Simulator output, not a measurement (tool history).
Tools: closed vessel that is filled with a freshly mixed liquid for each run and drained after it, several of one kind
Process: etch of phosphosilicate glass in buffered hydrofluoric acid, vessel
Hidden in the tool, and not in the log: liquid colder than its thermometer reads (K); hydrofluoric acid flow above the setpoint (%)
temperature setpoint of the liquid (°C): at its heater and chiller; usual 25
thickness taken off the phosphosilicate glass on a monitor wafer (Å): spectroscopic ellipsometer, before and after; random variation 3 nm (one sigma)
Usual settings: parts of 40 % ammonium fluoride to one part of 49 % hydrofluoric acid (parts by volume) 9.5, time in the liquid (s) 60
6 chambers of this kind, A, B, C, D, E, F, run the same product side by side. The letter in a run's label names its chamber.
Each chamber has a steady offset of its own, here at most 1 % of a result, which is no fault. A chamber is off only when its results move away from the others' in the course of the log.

run	hour	temperature setpoint of the liquid (°C)	parts of 40 % ammonium fluoride to one part of 49 % hydrofluoric acid (parts by volume)	time in the liquid (s)	hours since the thermometer was replaced	hours since the hydrofluoric acid flow meter was replaced	read-back film thickness of the phosphosilicate glass reference wafer, read on the same gauge (nm)	thickness taken off the phosphosilicate glass on a monitor wafer (Å)
1C	4.9	25	9.5	60	1367.2	386.5	90.006	6138.4
2F	14.6	25	9.5	60	114.1	1755.8	90.019	6176.6
3A	23.4	25	9.5	60	650.9	822.4	89.988	6176.3
4B	32.7	25	9.5	60	1274.7	67.9	90.005	6231.6
5E	39.8	25	9.5	60	1303.4	1286.5	90.003	6254
6D	46.6	25	9.5	60	173.1	633.5	90.005	6217.6
7C	52.4	25	9.5	60	1414.7	434	89.99	6130.8
8B	58.7	27	7.5	60	1300.7	93.9	89.978	8698.3
9D	66	27	7.5	60	192.5	652.9	90.011	8778.3
10F	73.3	27	7.5	60	172.8	1814.5	89.994	8765
11A	82	27	7.5	60	709.5	881	90.02	8615.7
12E	91.3	27	7.5	60	1354.9	1338	89.99	8731.1
13A	98.2	27	7.5	60	725.7	897.2	89.995	8711.9
14B	107.3	25	9.5	60	1349.3	142.5	89.994	6167.3
15E	114.4	25	9.5	60	1378	1361.1	89.982	6141.1
16D	122.4	25	9.5	60	248.9	709.3	89.984	6252.2
17C	130.7	25	9.5	60	1493	512.3	89.978	6170.6
18F	139.4	25	9.5	60	238.9	1880.6	89.997	6193.6
19A	148.4	22	9.5	60	775.9	947.4	89.996	5276.6
20F	155	22	9.5	60	254.5	1896.2	90.007	5247.4
21C	163.9	22	9.5	60	1526.2	545.5	90.016	5283.8
22E	170.7	22	9.5	60	1434.3	1417.4	90.026	5278
23D	175.4	22	9.5	60	301.9	762.3	89.977	5317.1
24B	181.4	22	9.5	60	1423.4	216.6	89.983	5249.9
25E	188.7	25	9.5	60	1452.3	1435.4	90.021	6224
26D	193.7	25	9.5	60	320.2	780.6	90.012	6219.4
27B	199	25	9.5	60	1441	234.2	90.021	6208
28A	206.6	25	9.5	60	834.1	1005.6	90.003	6215.2
29F	213.1	25	9.5	60	312.6	1954.3	90.004	6205.8
# hour 215.6: chamber F: hydrofluoric acid flow meter replaced
# hour 218.1: chamber D: hydrofluoric acid flow meter replaced
30C	219.9	25	9.5	60	1582.2	601.5	89.98	6180.9
31D	228.8	25	9.5	60	355.3	10.8	90	6188.5
32E	236.6	25	12.5	90	1500.2	1483.3	89.998	7256.9
33B	246.5	25	12.5	90	1488.5	281.7	90.014	7265.7
34C	251.6	25	12.5	90	1613.9	633.2	89.984	7200.3
35F	256.9	25	12.5	90	356.4	41.3	90.039	7245.2
36A	264	25	12.5	90	891.5	1063	89.994	7267.6
37D	273.5	25	12.5	90	400	55.5	89.998	7238

All 6 chambers run these settings next. Forecast each chamber's results:
38A	280.9	25	12	60				?
38B	280.9	25	12	60				?
38C	280.9	25	12	60				?
38D	280.9	25	12	60				?
38E	280.9	25	12	60				?
38F	280.9	25	12	60				?

run	thickness taken off the phosphosilicate glass on a monitor wafer (Å)
38A	5047.4
38B	4990.3
38C	5029
38D	5089
38E	5080.9
38F	5003.7
